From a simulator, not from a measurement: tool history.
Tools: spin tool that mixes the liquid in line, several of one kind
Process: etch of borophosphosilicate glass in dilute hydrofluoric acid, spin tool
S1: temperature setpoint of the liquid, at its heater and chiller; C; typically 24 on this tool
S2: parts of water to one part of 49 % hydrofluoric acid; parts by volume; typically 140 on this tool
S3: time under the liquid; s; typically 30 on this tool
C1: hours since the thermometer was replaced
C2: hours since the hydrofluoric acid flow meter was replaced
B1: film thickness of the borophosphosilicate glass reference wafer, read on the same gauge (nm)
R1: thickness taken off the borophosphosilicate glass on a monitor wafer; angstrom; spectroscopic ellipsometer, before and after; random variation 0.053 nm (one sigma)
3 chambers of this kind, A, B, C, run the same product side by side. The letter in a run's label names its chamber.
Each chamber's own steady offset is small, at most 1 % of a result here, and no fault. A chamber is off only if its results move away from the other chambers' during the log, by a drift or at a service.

| run | hour | S1 | S2 | S3 | C1 | C2 | B1 | R1 |
|---|---|---|---|---|---|---|---|---|
| 1B | 4.4 | 24 | 140 | 30 | 1248.1 | 1645.8 | 119.98 | 87.919 |
| 2C | 9.9 | 24 | 140 | 30 | 2328 | 385.3 | 120 | 84.308 |
| 3A | 14.6 | 24 | 140 | 30 | 998.3 | 123.7 | 119.97 | 85.57 |
| 4B | 20.6 | 24 | 140 | 30 | 1264.3 | 1662 | 120.01 | 86.131 |
| 5C | 24.6 | 24 | 140 | 30 | 2342.7 | 400 | 120.01 | 85.542 |
| 6A | 29.2 | 24 | 140 | 30 | 1012.9 | 138.3 | 120 | 85.9 |
| 7C | 33 | 24 | 140 | 30 | 2351.1 | 408.4 | 119.98 | 84.663 |
| 8B | 38.2 | 24 | 140 | 30 | 1281.9 | 1679.6 | 119.99 | 85.504 |
| 9A | 42.5 | 24 | 140 | 30 | 1026.2 | 151.6 | 119.96 | 85.375 |
| 10A | 46.7 | 24 | 140 | 30 | 1030.4 | 155.8 | 119.99 | 86.377 |
| 11C | 52.2 | 24 | 140 | 30 | 2370.3 | 427.6 | 120.01 | 85.791 |
| 12B | 57.6 | 24 | 140 | 30 | 1301.3 | 1699 | 120 | 84.055 |
| 13B | 63.3 | 24 | 140 | 30 | 1307 | 1704.7 | 120.01 | 84.749 |
| 14C | 68.2 | 22 | 140 | 30 | 2386.3 | 443.6 | 119.96 | 78.798 |
|  | 71.5 | chamber B: hydrofluoric acid flow meter replaced |
| 15A | 74.2 | 22 | 140 | 30 | 1057.9 | 183.3 | 120.01 | 79.017 |
| 16C | 80.6 | 22 | 140 | 30 | 2398.7 | 456 | 119.99 | 78.693 |
| 17B | 84.4 | 24 | 140 | 30 | 1328.1 | 12.9 | 120.01 | 84.437 |
| 18A | 89.4 | 24 | 140 | 30 | 1073.1 | 198.5 | 119.98 | 85.222 |
| 19A | 92.7 | 24 | 140 | 30 | 1076.4 | 201.8 | 120.03 | 86.116 |
| 20C | 98.6 | 24 | 140 | 30 | 2416.7 | 474 | 120.03 | 85.469 |
| 21B | 104.7 | 24 | 140 | 30 | 1348.4 | 33.2 | 119.98 | 82.905 |
| 22A | 110.6 | 24 | 140 | 30 | 1094.3 | 219.7 | 119.95 | 86.254 |
| 23C | 115.2 | 24 | 140 | 30 | 2433.3 | 490.6 | 120.01 | 85.24 |
| 24B | 118.7 | 24 | 140 | 30 | 1362.4 | 47.2 | 120 | 82.083 |
| 25C | 123.9 | 24 | 140 | 30 | 2442 | 499.3 | 119.99 | 85.46 |
| 26A | 129.5 | 24 | 140 | 30 | 1113.2 | 238.6 | 119.97 | 87.078 |

For the next run the whole fleet of 3 chambers uses the same settings. Give each chamber's results:
| 27A | 134.2 | 24 | 140 | 30 |  |  |  | ? |
| 27B | 134.2 | 24 | 140 | 30 |  |  |  | ? |
| 27C | 134.2 | 24 | 140 | 30 |  |  |  | ? |

| run | R1 |
|---|---|
| 27A | 86.391 |
| 27B | 81.881 |
| 27C | 84.902 |
